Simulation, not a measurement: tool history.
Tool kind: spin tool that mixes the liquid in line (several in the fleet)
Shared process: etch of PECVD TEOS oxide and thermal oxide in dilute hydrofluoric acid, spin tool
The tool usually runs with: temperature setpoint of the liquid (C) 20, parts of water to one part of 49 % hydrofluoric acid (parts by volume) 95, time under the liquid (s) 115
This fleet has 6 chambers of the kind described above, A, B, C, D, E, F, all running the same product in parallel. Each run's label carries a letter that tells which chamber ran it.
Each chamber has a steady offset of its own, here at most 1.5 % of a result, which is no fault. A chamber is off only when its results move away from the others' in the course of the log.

run   hour  temperature setpoint of the liquid (C)  parts of water to one part of 49 % hydrofluoric acid (parts by volume)  time under the liquid (s)  read-back film thickness of the PECVD TEOS oxide reference wafer, read on the same gauge (nm)  read-back film thickness of the thermal oxide reference wafer, read on the same gauge (nm)  thickness taken off the PECVD TEOS oxide on a monitor wafer (Å)  thickness taken off the thermal oxide on a monitor wafer (Å)
 1A   13.1                                      20                                                                      95                        115                                                                                         39.979                                                                                      60.025                                                           211.13                                                        52.011
 2F   23.9                                      20                                                                      95                        115                                                                                          40.02                                                                                      60.051                                                            211.7                                                         51.05
 3C   29.7                                      20                                                                      95                        115                                                                                         39.977                                                                                      60.053                                                           207.98                                                         51.79
 4B     36                                      20                                                                      95                        115                                                                                         39.991                                                                                      59.976                                                           211.37                                                        51.398
 5E   43.7                                      20                                                                      95                        115                                                                                         40.012                                                                                      60.015                                                           210.84                                                        51.492
 6D   54.2                                      20                                                                     135                        140                                                                                         40.014                                                                                      59.998                                                           172.72                                                        41.917
      61.6  -- chamber A: thermometer replaced
 7D     63                                      20                                                                     135                        140                                                                                         39.974                                                                                      60.012                                                           171.53                                                        42.275
 8F   70.2                                      20                                                                     135                        140                                                                                         39.982                                                                                      59.994                                                           172.39                                                        42.878
 9A   82.8                                      20                                                                     135                        140                                                                                         39.983                                                                                      60.028                                                           172.08                                                        41.434
      91.1  -- chamber F: hydrofluoric acid flow meter replaced
10C     95                                      20                                                                     135                        140                                                                                             40                                                                                      60.065                                                           171.97                                                        41.972
11B  107.5                                      20                                                                     135                        140                                                                                          40.03                                                                                      59.949                                                           173.71                                                        41.416
12E  117.8                                      20                                                                      95                        115                                                                                         40.003                                                                                      59.959                                                            211.5                                                        50.954
13A  126.5                                      20                                                                      95                        115                                                                                         39.979                                                                                      60.019                                                           211.79                                                        51.663
14B  135.5                                      20                                                                      95                        115                                                                                         39.999                                                                                       60.03                                                           212.76                                                        50.344
15C  146.5                                      20                                                                      95                        115                                                                                         39.961                                                                                      60.021                                                           209.33                                                        51.273
16E  155.3                                      20                                                                      95                        115                                                                                          39.99                                                                                      59.989                                                           211.49                                                        50.338
     160.8  -- chamber C: thermometer replaced
17F  164.9                                      20                                                                      95                        115                                                                                         40.018                                                                                       59.99                                                           210.22                                                        51.592
18D  172.9                                      20                                                                      95                        115                                                                                         39.984                                                                                      59.984                                                            210.2                                                        51.639
19C  185.1                                    22.5                                                                     125                        115                                                                                         40.005                                                                                      59.978                                                           170.07                                                        41.959
20E  193.5                                    22.5                                                                     125                        115                                                                                         40.016                                                                                      59.993                                                           170.25                                                        41.029
21F    202                                    22.5                                                                     125                        115                                                                                         40.011                                                                                      59.964                                                           171.38                                                        41.639
22B  213.8                                    22.5                                                                     125                        115                                                                                         39.975                                                                                      60.025                                                           172.31                                                        41.354
     217.4  -- chamber D: thermometer replaced
23A  226.1                                    22.5                                                                     125                        115                                                                                          39.97                                                                                       60.03                                                           170.73                                                        41.116
24D  235.7                                    22.5                                                                     125                        115                                                                                         39.993                                                                                      59.969                                                           170.77                                                        42.873
25E  245.8                                      20                                                                      95                        115                                                                                         40.015                                                                                      60.029                                                           212.14                                                        50.843
26C  254.6                                      20                                                                      95                        115                                                                                         39.997                                                                                      60.013                                                           208.09                                                         52.23
27A  262.4                                      20                                                                      95                        115                                                                                         39.978                                                                                      60.002                                                           210.62                                                        51.501
28D  274.6                                      20                                                                      95                        115                                                                                         39.985                                                                                      59.974                                                           210.37                                                        51.754
     280.8  -- chamber B: hydrofluoric acid flow meter replaced
29B  287.2                                      20                                                                      95                        115                                                                                         39.977                                                                                      60.063                                                           212.63                                                        50.699
30F  296.1                                      20                                                                      95                        115                                                                                         40.002                                                                                       60.04                                                           210.53                                                         51.35
31E  309.2                                      20                                                                      95                        115                                                                                         40.002                                                                                      59.985                                                           212.22                                                        51.302
32C    317                                      20                                                                      95                        115                                                                                         40.019                                                                                      59.994                                                           210.94                                                        51.345
33F  325.1                                      20                                                                      95                        115                                                                                          39.99                                                                                      60.007                                                           210.08                                                         51.82
34A    331                                      20                                                                      95                        115                                                                                         40.018                                                                                      60.039                                                           211.35                                                        51.237
35B  336.7                                      20                                                                      95                        115                                                                                         40.019                                                                                       59.96                                                           212.69                                                         51.05
36D  345.2                                      20                                                                      95                        115                                                                                         39.992                                                                                      59.987                                                           210.83                                                        51.591
37F  354.3                                      20                                                                      95                        150                                                                                         40.017                                                                                      59.978                                                           274.56                                                        66.481
38E  366.4                                      20                                                                      95                        150                                                                                         39.956                                                                                      59.975                                                           275.33                                                        65.805
39A  376.9                                      20                                                                      95                        150                                                                                         40.006                                                                                      59.989                                                           275.17                                                        66.968
40C  385.4                                      20                                                                      95                        150                                                                                         40.001                                                                                      59.983                                                           271.37                                                        67.979
41D    393                                      20                                                                      95                        150                                                                                         40.015                                                                                      60.003                                                           276.63                                                        67.172

Which is it: a chamber that has drifted or been left off by a service, a gauge drift common to all chambers, or only each chamber's usual small offset? If a chamber is off, name it and its likeliest cause.

Neither any chamber nor the gauge drifts; the chambers differ only by their own small, steady offsets.
